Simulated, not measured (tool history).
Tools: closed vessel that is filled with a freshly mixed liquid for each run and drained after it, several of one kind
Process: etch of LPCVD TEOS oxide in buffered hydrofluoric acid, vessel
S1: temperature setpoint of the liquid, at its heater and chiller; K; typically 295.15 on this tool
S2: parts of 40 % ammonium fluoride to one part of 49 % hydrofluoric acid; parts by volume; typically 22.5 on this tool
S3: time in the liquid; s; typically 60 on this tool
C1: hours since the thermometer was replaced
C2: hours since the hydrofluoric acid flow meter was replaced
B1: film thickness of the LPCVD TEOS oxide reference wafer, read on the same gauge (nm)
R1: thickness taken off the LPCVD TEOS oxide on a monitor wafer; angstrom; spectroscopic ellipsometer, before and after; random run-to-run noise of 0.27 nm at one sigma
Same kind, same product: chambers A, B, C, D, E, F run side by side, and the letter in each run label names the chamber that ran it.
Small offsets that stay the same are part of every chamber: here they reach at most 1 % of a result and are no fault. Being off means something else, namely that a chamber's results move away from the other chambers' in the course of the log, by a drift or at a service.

run	day	S1	S2	S3	C1	C2	B1	R1
1A	0.346	295.15	22.5	60	607.6	1217.6	49.999	404.46
2B	0.942	295.15	22.5	60	300.6	393.4	49.971	401.31
3F	1.396	295.15	22.5	60	1191.2	228.0	50.027	410.45
4D	1.904	295.15	22.5	60	1119.5	1465.7	50.010	402.28
5C	2.229	295.15	22.5	60	1741.3	127.0	50.002	409.56
6E	2.800	295.15	22.5	60	442.4	1223.7	49.968	406.03
7F	3.346	295.15	22.5	60	1238.0	274.8	49.997	405.60
8D	3.721	295.15	22.5	60	1163.1	1509.3	50.020	408.88
9C	4.279	295.15	22.5	60	1790.5	176.2	50.002	408.39
10B	4.642	295.15	22.5	60	389.4	482.2	49.990	403.35
11E	5.296	295.15	22.5	60	502.3	1283.6	50.012	404.40
12A	5.933	295.15	22.5	60	741.7	1351.7	50.032	402.09
13C	6.258	295.15	22.5	60	1838.0	223.7	49.965	410.94
# day 6.708: chamber A: hydrofluoric acid flow meter replaced
14A	6.942	295.15	22.5	45	765.9	5.6	50.013	303.99
15E	7.525	295.15	22.5	45	555.8	1337.1	50.006	301.53
# day 7.783: chamber E: thermometer replaced
# day 7.858: chamber C: thermometer replaced
16B	7.904	295.15	22.5	45	467.7	560.5	50.023	302.72
17F	8.483	295.15	22.5	45	1361.3	398.1	49.973	309.02
18D	9.083	295.15	22.5	45	1291.8	1638.0	50.018	306.04
19D	9.450	295.15	22.5	45	1300.6	1646.8	49.992	300.13
20B	9.767	295.15	22.5	60	512.4	605.2	50.024	405.97
21F	10.446	295.15	22.5	60	1408.4	445.2	49.992	405.03
22E	10.758	295.15	22.5	60	71.5	1414.7	49.949	401.31
23A	11.346	295.15	22.5	60	871.6	111.3	50.023	405.86
24C	11.904	295.15	22.5	60	97.2	359.2	50.031	406.70
25E	12.425	295.15	22.5	60	111.5	1454.7	50.018	404.92
26B	12.729	290.65	28.0	60	583.5	676.3	49.982	269.46
27A	13.329	290.65	28.0	60	919.2	158.9	50.018	271.77
28D	13.733	290.65	28.0	60	1403.4	1749.6	49.983	270.64
29C	14.300	290.65	28.0	60	154.7	416.7	50.015	269.35
30F	14.900	290.65	28.0	60	1515.3	552.1	49.976	270.86
31D	15.200	290.65	28.0	60	1438.6	1784.8	50.049	269.53
32E	15.712	295.15	22.5	85	190.4	1533.6	50.002	581.70
33B	16.275	295.15	22.5	85	668.6	761.4	49.969	569.57
34F	16.746	295.15	22.5	85	1559.6	596.4	50.001	575.33
35A	17.412	295.15	22.5	85	1017.2	256.9	50.002	565.32
36C	17.775	295.15	22.5	85	238.1	500.1	50.011	579.77
37C	18.454	295.15	22.5	85	254.4	516.4	49.955	570.64
38B	18.771	295.15	22.5	60	728.5	821.3	49.983	401.99
39F	19.400	295.15	22.5	60	1623.3	660.1	50.007	413.07
40D	19.983	295.15	22.5	60	1553.4	1899.6	49.990	401.89
41E	20.604	295.15	14.0	70	307.8	1651.0	49.989	718.30
42A	20.954	295.15	14.0	70	1102.2	341.9	49.959	718.76
43F	21.354	295.15	14.0	70	1670.2	707.0	49.977	734.44
44B	21.788	295.15	14.0	70	800.9	893.7	49.988	715.83

All 6 chambers run these settings next. Forecast each chamber's results:
45A	22.283	298.15	22.5	60				?
45B	22.283	298.15	22.5	60				?
45C	22.283	298.15	22.5	60				?
45D	22.283	298.15	22.5	60				?
45E	22.283	298.15	22.5	60				?
45F	22.283	298.15	22.5	60				?

run	R1
45A	471.43
45B	475.66
45C	485.70
45D	471.77
45E	477.12
45F	482.52
